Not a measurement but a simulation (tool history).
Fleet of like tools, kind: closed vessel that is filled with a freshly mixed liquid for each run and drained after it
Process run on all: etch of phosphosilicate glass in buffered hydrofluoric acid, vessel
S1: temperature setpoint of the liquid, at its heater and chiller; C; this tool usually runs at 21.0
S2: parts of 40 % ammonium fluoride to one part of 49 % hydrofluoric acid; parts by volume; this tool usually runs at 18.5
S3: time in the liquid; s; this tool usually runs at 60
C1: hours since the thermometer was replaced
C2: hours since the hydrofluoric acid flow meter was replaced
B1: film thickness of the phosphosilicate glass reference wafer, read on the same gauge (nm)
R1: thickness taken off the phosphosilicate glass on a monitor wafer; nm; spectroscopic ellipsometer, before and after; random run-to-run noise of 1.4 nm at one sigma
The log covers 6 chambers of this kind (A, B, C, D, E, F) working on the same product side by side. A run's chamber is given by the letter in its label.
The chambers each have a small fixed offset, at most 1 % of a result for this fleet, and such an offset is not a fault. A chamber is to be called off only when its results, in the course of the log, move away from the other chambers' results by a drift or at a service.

Run 1E, hour 4.3: usual settings; C1 723.7; C2 407.9; B1 80.009. Result: R1 144.130 nm.
Run 2F, hour 7.3: usual settings; C1 18.3; C2 1816.2; B1 79.993. Result: R1 143.430 nm.
Run 3C, hour 10.9: usual settings; C1 789.9; C2 1754.1; B1 79.981. Result: R1 141.950 nm.
Run 4D, hour 14.3: usual settings; C1 821.8; C2 530.0; B1 80.000. Result: R1 140.920 nm.
Run 5B, hour 17.2: usual settings; C1 1710.5; C2 1670.2; B1 79.992. Result: R1 141.960 nm.
Run 6A, hour 21.8: usual settings; C1 298.3; C2 81.8; B1 79.989. Result: R1 143.010 nm.
Run 7F, hour 26.5: usual settings; C1 37.5; C2 1835.4; B1 80.016. Result: R1 142.170 nm.
Run 8C, hour 29.8: usual settings; C1 808.8; C2 1773.0; B1 79.994. Result: R1 144.770 nm.
Run 9D, hour 34.4: usual settings but S1 17.5 C; C1 841.9; C2 550.1; B1 79.983. Result: R1 118.370 nm.
Run 10E, hour 36.9: usual settings but S1 17.5 C; C1 756.3; C2 440.5; B1 80.010. Result: R1 113.720 nm.
Run 11B, hour 40.9: usual settings but S1 17.5 C; C1 1734.2; C2 1693.9; B1 80.010. Result: R1 117.080 nm.
Run 12A, hour 43.9: usual settings but S1 17.5 C; C1 320.4; C2 103.9; B1 79.977. Result: R1 119.600 nm.
Run 13D, hour 48.4: usual settings but S1 17.5 C; C1 855.9; C2 564.1; B1 80.019. Result: R1 116.530 nm.
Run 14A, hour 53.2: usual settings but S1 17.5 C; C1 329.7; C2 113.2; B1 79.993. Result: R1 117.580 nm.
Run 15C, hour 55.9: usual settings but S1 24.0 C, S2 15.0 parts by volume; C1 834.9; C2 1799.1; B1 79.982. Result: R1 210.610 nm.
Run 16B, hour 58.7: usual settings but S1 24.0 C, S2 15.0 parts by volume; C1 1752.0; C2 1711.7; B1 79.995. Result: R1 207.310 nm.
Run 17E, hour 61.2: usual settings but S1 24.0 C, S2 15.0 parts by volume; C1 780.6; C2 464.8; B1 80.011. Result: R1 200.640 nm.
Run 18F, hour 64.1: usual settings but S1 24.0 C, S2 15.0 parts by volume; C1 75.1; C2 1873.0; B1 79.973. Result: R1 207.580 nm.
Run 19A, hour 68.0: usual settings but S1 24.0 C, S2 15.0 parts by volume; C1 344.5; C2 128.0; B1 80.011. Result: R1 207.560 nm.
Run 20E, hour 71.0: usual settings but S1 24.0 C, S2 15.0 parts by volume; C1 790.4; C2 474.6; B1 79.998. Result: R1 199.580 nm.
Run 21F, hour 75.9: usual settings; C1 86.9; C2 1884.8; B1 80.008. Result: R1 141.890 nm.
Run 22B, hour 78.7: usual settings; C1 1772.0; C2 1731.7; B1 79.988. Result: R1 146.320 nm.
Run 23D, hour 81.6: usual settings but S2 15.5 parts by volume, S3 30 s; C1 889.1; C2 597.3; B1 79.973. Result: R1 82.741 nm.
Run 24C, hour 86.0: usual settings but S2 15.5 parts by volume, S3 30 s; C1 865.0; C2 1829.2; B1 79.988. Result: R1 85.507 nm.
Run 25E, hour 90.5: usual settings but S2 15.5 parts by volume, S3 30 s; C1 809.9; C2 494.1; B1 79.997. Result: R1 77.894 nm.
Run 26B, hour 93.8: usual settings but S2 15.5 parts by volume, S3 30 s; C1 1787.1; C2 1746.8; B1 79.991. Result: R1 85.363 nm.
Run 27D, hour 96.1: usual settings but S2 15.5 parts by volume, S3 30 s; C1 903.6; C2 611.8; B1 79.984. Result: R1 84.091 nm.
Run 28C, hour 99.2: usual settings but S2 15.5 parts by volume, S3 30 s; C1 878.2; C2 1842.4; B1 80.012. Result: R1 85.698 nm.
Run 29A, hour 101.4: usual settings; C1 377.9; C2 161.4; B1 80.001. Result: R1 142.990 nm.
Run 30F, hour 105.7: usual settings; C1 116.7; C2 1914.6; B1 79.980. Result: R1 145.360 nm.
Run 31F, hour 110.2: usual settings but S2 26.0 parts by volume, S3 70 s; C1 121.2; C2 1919.1; B1 80.012. Result: R1 126.830 nm.
Run 32B, hour 114.4: usual settings but S2 26.0 parts by volume, S3 70 s; C1 1807.7; C2 1767.4; B1 79.995. Result: R1 126.620 nm.
Run 33E, hour 118.4: usual settings but S2 26.0 parts by volume, S3 70 s; C1 837.8; C2 522.0; B1 79.971. Result: R1 116.150 nm.
Run 34C, hour 122.5: usual settings but S2 26.0 parts by volume, S3 70 s; C1 901.5; C2 1865.7; B1 79.966. Result: R1 127.940 nm.
Run 35A, hour 126.8: usual settings but S2 26.0 parts by volume, S3 70 s; C1 403.3; C2 186.8; B1 80.005. Result: R1 129.750 nm.
Run 36D, hour 130.7: usual settings but S2 26.0 parts by volume, S3 70 s; C1 938.2; C2 646.4; B1 80.010. Result: R1 128.560 nm.

Decide between three cases: one chamber stands off from its peers, the gauge reading all wafers drifts, or nothing is wrong past each chamber's small offset. Where a chamber is off, say which and what most likely put it there.

Little by little, chamber E moves away from the other chambers.
Likeliest cause: liquid colder than its thermometer reads (K) = 2.31.
Not necessarily distinguishable in this log from: hydrofluoric acid flow below the setpoint (%).

Here are 4 candidates for chamber E's next run, each the usual settings with a change, their results left as question marks. Which one brings its results back in line with what the others give on the usual settings?
In line means no further than this from the other chambers' mean on the usual settings: R1 4.900 nm
Run 37E-1, hour 134.3: usual settings but S1 22.0 C. Result: R1 ?.
Run 37E-2, hour 134.3: usual settings but S2 19.5 parts by volume. Result: R1 ?.
Run 37E-3, hour 134.3: usual settings but S1 21.5 C, S2 18.0 parts by volume, S3 65 s. Result: R1 ?.
Run 37E-4, hour 134.3: usual settings but S1 20.0 C, S2 20.0 parts by volume. Result: R1 ?.

Average result of the remaining chambers running the usual settings: R1 142.510 nm
  run       R1
37E-1  133.420
37E-2  119.550
37E-3  144.360
37E-4  110.080
With 37E-3, the chamber falls back in line with the rest.
